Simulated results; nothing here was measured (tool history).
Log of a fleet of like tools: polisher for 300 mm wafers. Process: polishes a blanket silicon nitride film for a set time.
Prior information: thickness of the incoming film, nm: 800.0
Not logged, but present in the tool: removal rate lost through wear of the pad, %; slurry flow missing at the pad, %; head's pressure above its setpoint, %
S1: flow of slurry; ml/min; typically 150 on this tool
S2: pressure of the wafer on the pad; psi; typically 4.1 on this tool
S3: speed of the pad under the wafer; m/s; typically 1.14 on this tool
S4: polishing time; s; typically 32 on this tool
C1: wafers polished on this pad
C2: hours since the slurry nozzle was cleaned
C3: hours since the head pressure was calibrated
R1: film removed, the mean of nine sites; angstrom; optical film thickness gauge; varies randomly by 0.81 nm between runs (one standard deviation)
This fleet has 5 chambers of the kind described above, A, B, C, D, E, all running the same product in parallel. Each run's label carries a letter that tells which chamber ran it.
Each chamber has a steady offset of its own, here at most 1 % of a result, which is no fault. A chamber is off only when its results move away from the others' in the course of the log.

| run | hour | S1 | S2 | S3 | S4 | C1 | C2 | C3 | R1 |
|---|---|---|---|---|---|---|---|---|---|
|  | 7.9 | chamber B: worn pad replaced by a new one |
| 1A | 9.3 | 150 | 4.1 | 1.14 | 32 | 1074 | 528.3 | 240.8 | 866.27 |
| 2C | 17.7 | 150 | 4.1 | 1.14 | 32 | 552 | 360 | 787.8 | 854.29 |
|  | 21.8 | chamber E: worn pad replaced by a new one |
| 3D | 29.5 | 150 | 4.1 | 1.14 | 32 | 1171 | 471.4 | 290.6 | 858.51 |
|  | 32.2 | chamber A: worn pad replaced by a new one |
| 4B | 39.4 | 150 | 4.1 | 1.14 | 32 | 476 | 566.8 | 430.4 | 861.87 |
| 5E | 47.9 | 150 | 4.1 | 1.14 | 32 | 395 | 429.2 | 407 | 872.05 |
| 6C | 53.4 | 150 | 4.1 | 1.14 | 32 | 1091 | 395.7 | 823.5 | 862.41 |
| 7D | 58.9 | 150 | 5.4 | 0.76 | 32 | 1615 | 500.8 | 320 | 801.87 |
|  | 61.7 | chamber B: worn pad replaced by a new one |
| 8E | 67.1 | 150 | 5.4 | 0.76 | 32 | 685 | 448.4 | 426.2 | 841.74 |
|  | 78.8 | chamber E: worn pad replaced by a new one |
| 9A | 78.9 | 150 | 5.4 | 0.76 | 32 | 706 | 597.9 | 310.4 | 823.08 |
|  | 84.8 | chamber C: worn pad replaced by a new one |
| 10B | 88.1 | 150 | 5.4 | 0.76 | 32 | 399 | 615.5 | 479.1 | 814.49 |
| 11D | 93.7 | 150 | 5.4 | 0.76 | 32 | 2142 | 535.6 | 354.8 | 803.57 |
| 12A | 103.7 | 150 | 4.1 | 1.14 | 32 | 1081 | 622.7 | 335.2 | 868.04 |
|  | 104.8 | chamber D: slurry nozzle cleaned |
| 13C | 110.2 | 150 | 4.1 | 1.14 | 32 | 384 | 452.5 | 880.3 | 866.66 |
| 14B | 120.5 | 150 | 4.1 | 1.14 | 32 | 889 | 647.9 | 511.5 | 860.2 |
|  | 121.6 | chamber B: worn pad replaced by a new one |
|  | 125.1 | chamber A: worn pad replaced by a new one |
|  | 127.2 | chamber E: slurry nozzle cleaned |
| 15E | 130 | 150 | 4.1 | 1.14 | 32 | 774 | 2.9 | 489.1 | 891.68 |
|  | 134.8 | chamber E: worn pad replaced by a new one |
| 16C | 135.5 | 150 | 4.1 | 1.14 | 32 | 767 | 477.8 | 905.6 | 846.58 |
| 17A | 142.6 | 150 | 5.4 | 1.14 | 36 | 265 | 661.6 | 374.1 | 1285.9 |
| 18D | 150.7 | 150 | 5.4 | 1.14 | 36 | 3004 | 45.9 | 411.8 | 1208.6 |
|  | 157.2 | chamber A: head pressure recalibrated |
| 19B | 160 | 150 | 5.4 | 1.14 | 36 | 581 | 687.4 | 551 | 1261.3 |
|  | 163.2 | chamber C: head pressure recalibrated |
| 20E | 165.8 | 150 | 5.4 | 1.14 | 36 | 469 | 38.7 | 524.9 | 1296.7 |
| 21A | 172.8 | 150 | 5.4 | 1.14 | 36 | 721 | 691.8 | 15.7 | 1280.4 |
|  | 178.3 | chamber C: worn pad replaced by a new one |
|  | 182.5 | chamber B: worn pad replaced by a new one |
| 22E | 183.3 | 150 | 4.1 | 1.14 | 32 | 733 | 56.2 | 542.4 | 895.3 |
|  | 186.2 | chamber A: slurry nozzle cleaned |
|  | 189.2 | chamber E: worn pad replaced by a new one |
| 23C | 194.5 | 150 | 4.1 | 1.14 | 32 | 246 | 536.8 | 31.4 | 865.26 |
|  | 198.5 | chamber E: head pressure recalibrated |
| 24D | 205.5 | 150 | 4.1 | 1.14 | 32 | 3832 | 100.7 | 466.6 | 787.5 |
|  | 207.5 | chamber A: worn pad replaced by a new one |
| 25B | 217.3 | 150 | 4.1 | 1.14 | 32 | 527 | 744.7 | 608.3 | 870.72 |
| 26D | 224.8 | 150 | 4.1 | 1.14 | 32 | 4124 | 120 | 485.9 | 783.75 |
| 27E | 236.9 | 150 | 4.1 | 1.14 | 32 | 722 | 109.8 | 38.4 | 869.51 |
|  | 242.6 | chamber B: worn pad replaced by a new one |
| 28A | 246.9 | 150 | 4.1 | 1.14 | 32 | 596 | 60.8 | 89.8 | 856.83 |
| 29C | 255.3 | 150 | 3.6 | 1.14 | 32 | 1165 | 597.6 | 92.2 | 748.98 |
| 30B | 266.5 | 150 | 3.6 | 1.14 | 32 | 361 | 793.9 | 657.5 | 749.2 |
| 31D | 276.6 | 150 | 3.6 | 1.14 | 32 | 4907 | 171.8 | 537.7 | 684.78 |

Does one chamber stand apart from the rest, does the shared gauge drift, or is all well apart from small per-chamber offsets? Give the chamber and the most likely cause, where there is one.

Little by little, chamber D moves away from the other chambers.
Most likely cause: removal rate lost through wear of the pad, % = 11.3.
The log may not separate it from: head's pressure below its setpoint, %.

Chamber D could run next with any of the 4 candidate recipes listed below; each alters the usual settings, and their results appear as question marks. Which one brings its results back in line with what the other chambers deliver on the usual settings?
In line here means within this much of the mean the other chambers give on the usual settings: R1 28 angstrom
| 32D-1 | 285.5 | 150 | 4 | 1.12 | 32 |  |  |  | ? |
| 32D-2 | 285.5 | 150 | 3.6 | 1.14 | 32 |  |  |  | ? |
| 32D-3 | 285.5 | 155 | 4.1 | 1.3 | 32 |  |  |  | ? |
| 32D-4 | 285.5 | 150 | 4.3 | 1.14 | 32 |  |  |  | ? |

The other chambers' mean on the usual settings: R1 864.89 angstrom
| run | R1 |
|---|---|
| 32D-1 | 732.01 |
| 32D-2 | 669.27 |
| 32D-3 | 849 |
| 32D-4 | 797.19 |
32D-3 puts the chamber back in line with the other chambers.

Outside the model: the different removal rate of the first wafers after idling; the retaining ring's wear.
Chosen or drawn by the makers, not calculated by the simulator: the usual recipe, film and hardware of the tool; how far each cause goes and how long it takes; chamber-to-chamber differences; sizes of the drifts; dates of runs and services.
